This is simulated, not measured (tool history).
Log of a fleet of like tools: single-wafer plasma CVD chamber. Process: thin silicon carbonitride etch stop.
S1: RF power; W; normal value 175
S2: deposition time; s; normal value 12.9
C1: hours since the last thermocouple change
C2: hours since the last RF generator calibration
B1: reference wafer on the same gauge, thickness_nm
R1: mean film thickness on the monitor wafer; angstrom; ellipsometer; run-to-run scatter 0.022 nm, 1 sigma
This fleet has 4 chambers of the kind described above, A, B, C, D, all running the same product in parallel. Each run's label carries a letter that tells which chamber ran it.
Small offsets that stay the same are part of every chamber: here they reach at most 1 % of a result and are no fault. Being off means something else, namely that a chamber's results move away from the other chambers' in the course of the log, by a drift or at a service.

run    day   S1    S2      C1      C2      B1      R1
 1C  0.262  175  12.9  1574.5   141.7  7.8303  70.671
 2D  0.438  175  12.9   541.9  1426.6  7.8334  70.643
 3A  0.729  175  12.9   689.2  1620.6   7.832  70.476
 4B  0.954  175  12.9  1202.2     997  7.8312   70.25
 5C  1.125  175  12.9  1595.2   162.4  7.8354  70.717
 6A  1.392  155    15   705.1  1636.5  7.8298  78.568
 7B  1.583  155    15  1217.3  1012.1  7.8217   78.37
 8D  1.896  155    15   576.9  1461.6  7.8322  79.333
 9B  2.171  155    15  1231.4  1026.2  7.8342  78.663
10D  2.404  175  12.9   589.1  1473.8  7.8325  71.187
11C  2.567  175  12.9  1629.8     197  7.8239  70.462
12A  2.821  175  12.9   739.4  1670.8  7.8235  70.578
13A  3.096  175  12.9     746  1677.4  7.8383  70.561
14C  3.262  175  12.9  1646.5   213.7  7.8305  70.359
15B  3.554  175  12.9  1264.6  1059.4  7.8301  69.393
16D  3.725  175  11.8   620.8  1505.5  7.8321   64.79
17D  3.992  175  11.8   627.2  1511.9  7.8323  64.943
18A  4.204  175  11.8   772.6    1704  7.8328  64.419
19B  4.488  175  11.8    1287  1081.8  7.8294  63.839
20C  4.746  175  12.9  1682.1   249.3  7.8254  70.242
21B  5.029  175  12.9    1300  1094.8  7.8265  69.946
22C  5.304  175  12.9  1695.5   262.7  7.8259  70.247
23A  5.608  175  12.9   806.3  1737.7  7.8246   70.09
24D  5.775  175  12.9     670  1554.7  7.8271  71.261
25C  6.038  175  12.9  1713.1   280.3  7.8252  70.579
26A  6.254  175  12.9   821.8  1753.2   7.828  70.196
27D  6.512  175  12.9   687.7  1572.4  7.8329  71.139
28B  6.725  175  12.9  1340.7  1135.5  7.8283  70.254
29D  6.875  175  12.9   696.4  1581.1  7.8299  70.867
30A  7.079  175  12.9   841.6    1773  7.8303  70.519
31C  7.371  175  12.9  1745.1   312.3  7.8326  70.231
32B  7.542  175  12.9  1360.3  1155.1  7.8274  70.059
33A  7.683  175  12.9   856.1  1787.5  7.8309  70.175
34D  7.846  175  12.9   719.7  1604.4  7.8277  71.343
35B  8.008  175  12.9  1371.5  1166.3   7.823  69.551
36C   8.15  175  12.9  1763.8     331  7.8338  70.387
37B  8.308  175  12.9  1378.7  1173.5  7.8342  69.734
38D  8.479  175  12.9   734.9  1619.6  7.8316  71.171
39A  8.638  175  12.9     879  1810.4  7.8298  70.092

Next, every chamber runs the same settings. What will each give?
40A  8.862  175  11.7               ?
40B  8.862  175  11.7               ?
40C  8.862  175  11.7               ?
40D  8.862  175  11.7               ?

run      R1
40A  64.102
40B  63.574
40C  63.481
40D  64.648
